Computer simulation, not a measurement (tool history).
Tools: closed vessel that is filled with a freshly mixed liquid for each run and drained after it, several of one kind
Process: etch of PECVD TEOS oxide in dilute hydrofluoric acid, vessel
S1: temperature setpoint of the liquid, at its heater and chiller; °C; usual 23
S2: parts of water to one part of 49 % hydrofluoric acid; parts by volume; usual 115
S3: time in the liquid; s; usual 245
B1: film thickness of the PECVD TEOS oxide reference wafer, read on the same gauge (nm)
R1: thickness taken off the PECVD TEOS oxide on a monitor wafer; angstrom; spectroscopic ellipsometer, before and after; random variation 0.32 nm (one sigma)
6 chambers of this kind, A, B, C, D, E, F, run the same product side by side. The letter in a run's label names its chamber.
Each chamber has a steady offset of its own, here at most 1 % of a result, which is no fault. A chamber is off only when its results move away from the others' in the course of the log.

run	day	S1	S2	S3	B1	R1
1A	0.583	23	115	245	60.028	523.76
2E	1.171	23	115	245	59.992	523.77
3F	1.642	23	115	245	59.991	523.52
4B	2.029	23	115	245	60.002	522.99
5D	2.325	23	115	115	59.997	248.87
6C	2.746	23	115	115	59.93	246.66
7B	3.112	23	115	115	59.982	246.78
# day 3.371: chamber B: hydrofluoric acid flow meter replaced
8E	3.488	23	115	115	59.985	245.21
9F	4.054	23	115	115	60.022	246.04
# day 4.133: chamber E: hydrofluoric acid flow meter replaced
10D	4.471	23	115	115	59.986	245.66
11A	4.762	23	115	245	60.015	523.15
12C	5.071	23	115	245	60.004	528.78
13B	5.683	23	170	150	60.011	206.73
14C	6.275	23	170	150	59.97	203.56
15E	6.667	23	170	150	60.011	202.98
16D	6.996	23	170	150	59.985	206.41
17A	7.562	23	170	150	60.012	202.06
18F	8.154	23	170	150	59.992	202.81
19C	8.496	23	115	245	59.985	529.14
20B	8.967	23	115	245	60.047	522.1
# day 9.338: chamber C: thermometer replaced
21F	9.408	23	115	245	59.95	517.87
22A	9.946	23	115	245	59.967	522.4
23D	10.225	23	115	245	59.97	528.56
24E	10.804	23	115	245	59.943	525.91
25D	11.371	23	115	245	59.977	518.41
# day 11.504: chamber A: hydrofluoric acid flow meter replaced
26B	11.717	23	115	245	60.027	520.03
27C	12.25	23	115	245	60.016	517.28
# day 12.492: chamber C: hydrofluoric acid flow meter replaced
28E	12.854	23	115	245	60.023	524.3
29A	13.296	23	115	245	60.022	523.3
30F	13.688	23	115	245	60.022	526.85
31D	14.112	23	115	245	59.987	527.81
32A	14.404	23	115	245	59.994	523.38
33F	14.992	23	115	245	59.983	525.47
34E	15.562	23	115	245	59.973	520.33
35B	15.933	23	115	245	59.985	528.45
36C	16.258	23	115	245	60.025	525.2
37B	16.871	23	115	245	59.995	527.65
38E	17.221	23	115	245	60.048	528.28
39D	17.671	23	115	245	60.059	534.39
40C	18.246	23	115	245	60.042	526.43
41A	18.583	23	115	245	59.948	526.77

Next, every chamber runs the same settings. What will each give?
42A	19.021	23	115	245		?
42B	19.021	23	115	245		?
42C	19.021	23	115	245		?
42D	19.021	23	115	245		?
42E	19.021	23	115	245		?
42F	19.021	23	115	245		?

run	R1
42A	515.68
42B	525.38
42C	528.52
42D	528.16
42E	527.34
42F	522.15
